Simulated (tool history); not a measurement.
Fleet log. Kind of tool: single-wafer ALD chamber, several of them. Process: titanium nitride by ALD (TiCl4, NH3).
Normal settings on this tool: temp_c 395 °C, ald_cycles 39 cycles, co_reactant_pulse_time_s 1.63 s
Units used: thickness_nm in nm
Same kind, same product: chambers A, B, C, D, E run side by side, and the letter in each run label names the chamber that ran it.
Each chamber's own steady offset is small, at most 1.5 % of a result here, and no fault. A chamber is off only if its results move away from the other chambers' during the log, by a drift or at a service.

run   hour  temp_c  ald_cycles  co_reactant_pulse_time_s  hours since the last thermocouple change  read-back reference wafer on the same gauge, thickness_nm  thickness_nm
 1E   10.1     395          39                      1.63                                     509.9                                                    0.78523       0.83313
 2C   19.4     395          39                      1.63                                     164.5                                                    0.78556       0.84039
 3A   27.7     395          39                      1.63                                     971.4                                                    0.78469       0.84307
 4D   36.1     395          39                      1.63                                    2522.5                                                    0.78488       0.84956
 5B   46.2     388          39                      1.63                                    2305.2                                                    0.78401       0.84353
 6B   53.3     388          39                      1.63                                    2312.3                                                    0.78488       0.84300
      58.3  -- chamber D: thermocouple changed; heater temperature recalibrated
 7E   61.9     388          39                      1.63                                     561.7                                                    0.78488       0.83375
 8C   70.8     388          39                      1.63                                     215.9                                                    0.78440       0.83895
 9A   76.5     388          39                      1.63                                    1020.2                                                    0.78487       0.83187
10D   85.1     395          39                      1.63                                      26.8                                                    0.78429       0.85356
11E   91.3     395          44                      1.63                                     591.1                                                    0.78553       0.94786
12D  101.7     395          44                      1.63                                      43.4                                                    0.78451       0.95928
13A  110.2     395          44                      1.63                                    1053.9                                                    0.78523       0.94211
14C  116.2     395          44                      1.63                                     261.3                                                    0.78577       0.95816
15B  127.0     395          44                      1.63                                    2386.0                                                    0.78484       0.95545
16A  133.5     395          39                      1.63                                    1077.2                                                    0.78549       0.83419
17D  140.2     395          39                      1.63                                      81.9                                                    0.78644       0.84604
18C  150.3     404          39                      1.14                                     295.4                                                    0.78563       0.83523
19B  160.8     404          39                      1.14                                    2419.8                                                    0.78520       0.84209
20E  167.3     404          39                      1.14                                     667.1                                                    0.78611       0.83922
21D  177.8     404          39                      1.14                                     119.5                                                    0.78493       0.84518
22A  183.6     404          39                      1.14                                    1127.3                                                    0.78448       0.82715
23E  192.3     395          39                      1.63                                     692.1                                                    0.78518       0.84054
24B  198.8     395          39                      1.63                                    2457.8                                                    0.78585       0.85452
25C  206.0     395          39                      1.63                                     351.1                                                    0.78519       0.84769
26B  216.8     395          39                      1.63                                    2475.8                                                    0.78608       0.85262
27E  226.1     402          32                      1.63                                     725.9                                                    0.78597       0.69373
28D  231.2     402          32                      1.63                                     172.9                                                    0.78615       0.70693
29C  239.4     402          32                      1.63                                     384.5                                                    0.78597       0.69781
30A  249.0     402          32                      1.63                                    1192.7                                                    0.78432       0.68703
31A  259.0     402          32                      1.63                                    1202.7                                                    0.78537       0.68897
32E  270.1     395          39                      1.63                                     769.9                                                    0.78507       0.84047

Next, all 5 chambers run the settings below, one line each with question marks for the results. What does each chamber give?
33A  278.1     395          39                      1.63                                                                                                                  ?
33B  278.1     395          39                      1.63                                                                                                                  ?
33C  278.1     395          39                      1.63                                                                                                                  ?
33D  278.1     395          39                      1.63                                                                                                                  ?
33E  278.1     395          39                      1.63                                                                                                                  ?

run  thickness_nm
33A       0.82733
33B       0.85198
33C       0.83623
33D       0.84822
33E       0.84539
